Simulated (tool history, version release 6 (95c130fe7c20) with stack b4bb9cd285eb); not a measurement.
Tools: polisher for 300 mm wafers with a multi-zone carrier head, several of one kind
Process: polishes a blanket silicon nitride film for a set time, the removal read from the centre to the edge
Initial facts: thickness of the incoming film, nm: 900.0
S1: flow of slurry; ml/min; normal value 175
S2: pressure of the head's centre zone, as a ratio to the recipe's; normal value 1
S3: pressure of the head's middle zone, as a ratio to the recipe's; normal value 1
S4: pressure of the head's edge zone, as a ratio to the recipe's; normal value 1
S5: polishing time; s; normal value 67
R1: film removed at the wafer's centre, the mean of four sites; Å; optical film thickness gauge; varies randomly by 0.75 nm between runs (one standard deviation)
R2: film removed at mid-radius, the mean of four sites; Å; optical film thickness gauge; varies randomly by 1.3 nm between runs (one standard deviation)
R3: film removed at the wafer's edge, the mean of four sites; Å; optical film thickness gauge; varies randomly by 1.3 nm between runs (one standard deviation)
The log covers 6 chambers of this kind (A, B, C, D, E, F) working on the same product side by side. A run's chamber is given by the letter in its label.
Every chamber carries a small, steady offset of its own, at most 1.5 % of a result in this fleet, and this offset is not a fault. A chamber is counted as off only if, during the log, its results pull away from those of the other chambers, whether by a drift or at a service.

{"hour": 0.3, "done": "chamber C: slurry nozzle cleaned"}
{"run": "1B", "hour": 11.9, "S1": 175, "S2": 1, "S3": 1, "S4": 1, "S5": 67, "R1": 1206.8, "R2": 1192, "R3": 1173.2}
{"run": "2D", "hour": 23.4, "S1": 175, "S2": 1, "S3": 1, "S4": 1, "S5": 67, "R1": 1205.2, "R2": 1193.2, "R3": 1204.9}
{"hour": 29.3, "done": "chamber A: worn pad replaced by a new one"}
{"run": "3A", "hour": 31.6, "S1": 175, "S2": 1, "S3": 1, "S4": 1, "S5": 67, "R1": 1181.3, "R2": 1200.7, "R3": 1217.9}
{"run": "4C", "hour": 37.5, "S1": 175, "S2": 1, "S3": 1, "S4": 1, "S5": 67, "R1": 1196.7, "R2": 1196.6, "R3": 1189}
{"hour": 40.8, "done": "chamber D: centre zone pressure recalibrated"}
{"run": "5E", "hour": 48.9, "S1": 175, "S2": 1, "S3": 0.92, "S4": 1, "S5": 67, "R1": 1182.6, "R2": 1112.7, "R3": 1201.4}
{"hour": 55.3, "done": "chamber F: worn pad replaced by a new one"}
{"hour": 57.7, "done": "chamber B: worn pad replaced by a new one"}
{"run": "6F", "hour": 58.8, "S1": 175, "S2": 1, "S3": 0.92, "S4": 1, "S5": 67, "R1": 1200.7, "R2": 1087.9, "R3": 1208.1}
{"run": "7A", "hour": 64.1, "S1": 175, "S2": 1, "S3": 0.92, "S4": 1, "S5": 67, "R1": 1196.6, "R2": 1118.6, "R3": 1197.5}
{"hour": 72.8, "done": "chamber E: worn pad replaced by a new one"}
{"run": "8B", "hour": 73.6, "S1": 175, "S2": 1, "S3": 0.92, "S4": 1, "S5": 67, "R1": 1192, "R2": 1117.8, "R3": 1166}
{"hour": 75.9, "done": "chamber D: worn pad replaced by a new one"}
{"run": "9E", "hour": 83.4, "S1": 175, "S2": 1, "S3": 0.92, "S4": 1, "S5": 67, "R1": 1202, "R2": 1093.6, "R3": 1209.7}
{"run": "10D", "hour": 93.8, "S1": 175, "S2": 1, "S3": 0.92, "S4": 1, "S5": 67, "R1": 1195.7, "R2": 1120.9, "R3": 1195}
{"run": "11C", "hour": 104.9, "S1": 175, "S2": 1, "S3": 1, "S4": 1, "S5": 67, "R1": 1176.3, "R2": 1182.4, "R3": 1199.5}
{"run": "12F", "hour": 110.6, "S1": 175, "S2": 1, "S3": 1, "S4": 1, "S5": 67, "R1": 1201.6, "R2": 1191.5, "R3": 1194.7}
{"run": "13F", "hour": 116.2, "S1": 175, "S2": 1, "S3": 1, "S4": 1, "S5": 67, "R1": 1191.3, "R2": 1205.5, "R3": 1215}
{"hour": 117.1, "done": "chamber A: worn pad replaced by a new one"}
{"run": "14E", "hour": 126.2, "S1": 175, "S2": 1, "S3": 1, "S4": 1, "S5": 67, "R1": 1182.1, "R2": 1200.6, "R3": 1172.2}
{"hour": 135.8, "done": "chamber F: worn pad replaced by a new one"}
{"run": "15A", "hour": 137.0, "S1": 175, "S2": 1, "S3": 1, "S4": 1, "S5": 67, "R1": 1204.2, "R2": 1183.9, "R3": 1214.9}
{"hour": 138.1, "done": "chamber C: worn pad replaced by a new one"}
{"run": "16C", "hour": 149.4, "S1": 175, "S2": 1, "S3": 1, "S4": 1, "S5": 67, "R1": 1198.7, "R2": 1179.8, "R3": 1186.1}
{"hour": 154.6, "done": "chamber D: worn pad replaced by a new one"}
{"run": "17D", "hour": 159.7, "S1": 175, "S2": 1, "S3": 1, "S4": 1, "S5": 67, "R1": 1211, "R2": 1186.2, "R3": 1189.4}
{"run": "18B", "hour": 167.3, "S1": 175, "S2": 1, "S3": 1, "S4": 1, "S5": 67, "R1": 1184.5, "R2": 1199.5, "R3": 1197.2}
{"hour": 176.0, "done": "chamber B: worn pad replaced by a new one"}
{"run": "19B", "hour": 176.7, "S1": 175, "S2": 1, "S3": 1, "S4": 1, "S5": 67, "R1": 1190, "R2": 1185.2, "R3": 1173.8}
{"hour": 181.3, "done": "chamber E: worn pad replaced by a new one"}
{"hour": 187.8, "done": "chamber D: slurry nozzle cleaned"}
{"run": "20A", "hour": 188.1, "S1": 175, "S2": 1, "S3": 1, "S4": 1.08, "S5": 67, "R1": 1202.4, "R2": 1188.3, "R3": 1269.4}
{"hour": 190.0, "done": "chamber A: worn pad replaced by a new one"}
{"run": "21F", "hour": 200.3, "S1": 175, "S2": 1, "S3": 1, "S4": 1.08, "S5": 67, "R1": 1197.1, "R2": 1183.5, "R3": 1263.5}
{"hour": 205.2, "done": "chamber E: slurry nozzle cleaned"}
{"hour": 205.9, "done": "chamber F: worn pad replaced by a new one"}
{"run": "22C", "hour": 209.9, "S1": 175, "S2": 1, "S3": 1, "S4": 1.08, "S5": 67, "R1": 1188.1, "R2": 1202.9, "R3": 1251.3}
{"run": "23E", "hour": 216.1, "S1": 175, "S2": 1, "S3": 1, "S4": 1.08, "S5": 67, "R1": 1180.2, "R2": 1194.2, "R3": 1223.9}
{"run": "24D", "hour": 225.7, "S1": 175, "S2": 1, "S3": 1, "S4": 1.08, "S5": 67, "R1": 1194.6, "R2": 1177.9, "R3": 1248.8}
{"run": "25A", "hour": 231.1, "S1": 175, "S2": 1, "S3": 1, "S4": 1.08, "S5": 67, "R1": 1184.5, "R2": 1199.5, "R3": 1234}
{"hour": 231.8, "done": "chamber D: worn pad replaced by a new one"}
{"run": "26E", "hour": 238.5, "S1": 175, "S2": 1, "S3": 1, "S4": 1, "S5": 67, "R1": 1195, "R2": 1192.6, "R3": 1189.9}
{"run": "27D", "hour": 250.9, "S1": 175, "S2": 1, "S3": 1, "S4": 1, "S5": 67, "R1": 1210.5, "R2": 1179.8, "R3": 1176.7}
{"hour": 257.6, "done": "chamber C: edge zone pressure recalibrated"}
{"run": "28B", "hour": 258.3, "S1": 175, "S2": 1, "S3": 1, "S4": 1, "S5": 67, "R1": 1181.7, "R2": 1198.7, "R3": 1176.3}
{"hour": 263.2, "done": "chamber C: worn pad replaced by a new one"}
{"run": "29C", "hour": 263.7, "S1": 175, "S2": 0.92, "S3": 1.1, "S4": 1, "S5": 67, "R1": 1075.6, "R2": 1294.4, "R3": 1186.5}
{"hour": 267.0, "done": "chamber A: worn pad replaced by a new one"}
{"run": "30F", "hour": 273.0, "S1": 175, "S2": 0.92, "S3": 1.1, "S4": 1, "S5": 67, "R1": 1087.2, "R2": 1290.6, "R3": 1213.7}
{"hour": 274.5, "done": "chamber F: worn pad replaced by a new one"}
{"run": "31B", "hour": 283.8, "S1": 175, "S2": 0.92, "S3": 1.1, "S4": 1, "S5": 67, "R1": 1087.6, "R2": 1309.4, "R3": 1189.2}
{"run": "32F", "hour": 290.4, "S1": 175, "S2": 0.92, "S3": 1.1, "S4": 1, "S5": 67, "R1": 1094.4, "R2": 1332.9, "R3": 1191.9}
{"hour": 294.6, "done": "chamber E: worn pad replaced by a new one"}
{"run": "33A", "hour": 300.3, "S1": 175, "S2": 0.92, "S3": 1.1, "S4": 1, "S5": 67, "R1": 1095.5, "R2": 1335.2, "R3": 1212.9}
{"hour": 300.4, "done": "chamber C: centre zone pressure recalibrated"}
{"hour": 303.2, "done": "chamber D: worn pad replaced by a new one"}
{"run": "34E", "hour": 312.4, "S1": 175, "S2": 0.92, "S3": 1.1, "S4": 1, "S5": 67, "R1": 1080.1, "R2": 1305.9, "R3": 1182.8}
{"run": "35D", "hour": 317.8, "S1": 175, "S2": 1, "S3": 1, "S4": 1, "S5": 67, "R1": 1204.9, "R2": 1196.5, "R3": 1202.6}
{"run": "36C", "hour": 325.5, "S1": 175, "S2": 1, "S3": 1, "S4": 1, "S5": 67, "R1": 1194.5, "R2": 1207.1, "R3": 1206.6}
{"run": "37E", "hour": 331.4, "S1": 175, "S2": 1, "S3": 1, "S4": 1, "S5": 67, "R1": 1197.9, "R2": 1207.7, "R3": 1182}
{"run": "38C", "hour": 342.4, "S1": 175, "S2": 1, "S3": 1, "S4": 1, "S5": 67, "R1": 1184.7, "R2": 1188.8, "R3": 1170.8}

Decide between three cases: one chamber stands off from its peers, the gauge reading all wafers drifts, or nothing is wrong past each chamber's small offset. Where a chamber is off, say which and what most likely put it there.

The fleet is healthy, with each chamber sitting at its usual small offset and no drift in the gauge.

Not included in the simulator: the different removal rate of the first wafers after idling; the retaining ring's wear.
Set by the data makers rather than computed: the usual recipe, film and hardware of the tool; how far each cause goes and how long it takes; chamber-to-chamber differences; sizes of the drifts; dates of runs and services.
